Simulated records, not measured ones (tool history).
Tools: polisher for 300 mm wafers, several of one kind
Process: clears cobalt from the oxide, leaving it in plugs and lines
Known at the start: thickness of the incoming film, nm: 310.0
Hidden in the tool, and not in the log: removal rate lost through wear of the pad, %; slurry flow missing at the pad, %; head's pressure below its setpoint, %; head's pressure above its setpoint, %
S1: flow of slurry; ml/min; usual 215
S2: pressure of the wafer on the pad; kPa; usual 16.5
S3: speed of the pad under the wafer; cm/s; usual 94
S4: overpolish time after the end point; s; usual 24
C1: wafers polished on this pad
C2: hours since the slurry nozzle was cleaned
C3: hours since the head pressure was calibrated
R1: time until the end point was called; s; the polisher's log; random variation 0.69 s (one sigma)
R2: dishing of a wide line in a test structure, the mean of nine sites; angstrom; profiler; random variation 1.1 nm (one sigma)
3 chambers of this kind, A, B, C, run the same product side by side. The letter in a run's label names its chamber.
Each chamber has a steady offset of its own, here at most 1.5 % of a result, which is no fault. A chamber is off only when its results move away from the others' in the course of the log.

run	hour	S1	S2	S3	S4	C1	C2	C3	R1	R2
1A	2.1	215	16.5	94	24	389	382.1	1261.8	50.293	438.43
2B	4.9	215	16.5	94	24	339	24.4	794.8	48.101	440.17
3C	9.0	215	16.5	94	24	123	9.8	339.7	49.333	469.03
4A	11.6	215	16.5	94	24	442	391.6	1271.3	48.315	453.66
5C	13.9	275	16.5	94	24	150	14.7	344.6	48.498	450.27
6B	17.5	275	16.5	94	24	408	37.0	807.4	47.501	445.67
7B	20.0	275	16.5	94	24	421	39.5	809.9	46.887	451.23
8C	23.6	215	16.5	94	24	204	24.4	354.3	51.148	441.81
9A	25.8	215	16.5	94	24	520	405.8	1285.5	49.472	442.11
10B	30.7	215	16.5	94	24	480	50.2	820.6	49.760	423.53
11A	34.7	215	16.5	94	24	568	414.7	1294.4	51.226	461.16
12C	37.0	215	16.5	94	24	277	37.8	367.7	49.570	435.70
# hour 38.0: chamber B: worn pad replaced by a new one
13B	40.0	260	16.5	94	24	11	59.5	829.9	45.920	454.46
14A	42.4	260	16.5	94	24	611	422.4	1302.1	48.675	463.84
15C	46.7	260	16.5	94	24	330	47.5	377.4	48.610	446.66
16B	51.2	215	16.5	94	34	72	70.7	841.1	48.584	476.25
17C	55.5	215	16.5	94	34	379	56.3	386.2	51.127	456.18
# hour 56.9: chamber A: head pressure recalibrated
18A	58.6	215	16.5	94	34	700	438.6	1.8	52.592	482.57
19C	61.5	215	16.5	94	24	412	62.3	392.2	50.416	443.79
20B	65.8	215	16.5	94	18	152	85.3	855.7	48.949	406.44
21A	68.0	215	16.5	94	18	751	448.0	11.2	54.023	436.47
22B	71.5	215	16.5	94	18	183	91.0	861.4	50.226	426.40
# hour 74.0: chamber B: head pressure recalibrated
23C	74.3	215	16.5	94	24	482	75.1	405.0	50.031	451.88
24A	79.1	215	16.5	94	24	812	459.1	22.3	52.865	468.48
25B	81.6	215	16.5	66	24	239	101.1	7.6	69.982	409.83
26C	84.6	215	16.5	66	24	538	85.4	415.3	69.582	417.37
27A	87.8	215	16.5	66	24	860	467.8	31.0	78.053	406.35
28A	90.1	215	16.5	94	24	873	470.1	33.3	53.503	447.73
29C	94.6	275	16.5	94	24	593	95.4	425.3	48.259	461.51
30B	97.0	275	16.5	94	24	323	116.5	23.0	48.714	467.21
31B	101.5	275	16.5	94	24	348	121.0	27.5	48.006	439.68
32C	104.5	215	16.5	94	24	648	105.3	435.2	50.000	439.00
33A	106.9	215	16.5	94	24	965	486.9	50.1	54.209	444.48
34C	110.5	215	16.5	94	24	681	111.3	441.2	48.622	457.08
35A	114.9	215	16.5	94	15	1009	494.9	58.1	53.236	396.58
36B	117.5	215	16.5	94	15	436	137.0	43.5	49.774	406.29
# hour 117.7: chamber A: worn pad replaced by a new one
37A	122.1	215	16.5	94	15	24	502.1	65.3	52.695	391.02

Is one chamber off against the others, does the gauge drift, or is nothing wrong? If a chamber is off, say which, and what the likeliest cause is.

A service left chamber A off against the others.
Cause: head's pressure below its setpoint, % = 7.31.

Here are 4 candidates for chamber A's next run, each the usual settings with a change, their results left as question marks. Which one brings its results back in line with what the others give on the usual settings?
In line means no further than this from the other chambers' mean on the usual settings: R1 2.400 s; R2 37.00 angstrom
38A-1	125.6	215	17.2	98	23				?	?
38A-2	125.6	215	15.9	90	25				?	?
38A-3	125.6	215	15.2	86	27				?	?
38A-4	125.6	215	17.9	102	21				?	?

The other chambers' mean on the usual settings: R1 49.615 s; R2 447.05 angstrom
run	R1	R2
38A-1	49.045	436.43
38A-2	58.006	431.22
38A-3	63.438	430.76
38A-4	45.324	435.23
38A-1 brings the chamber back in line.
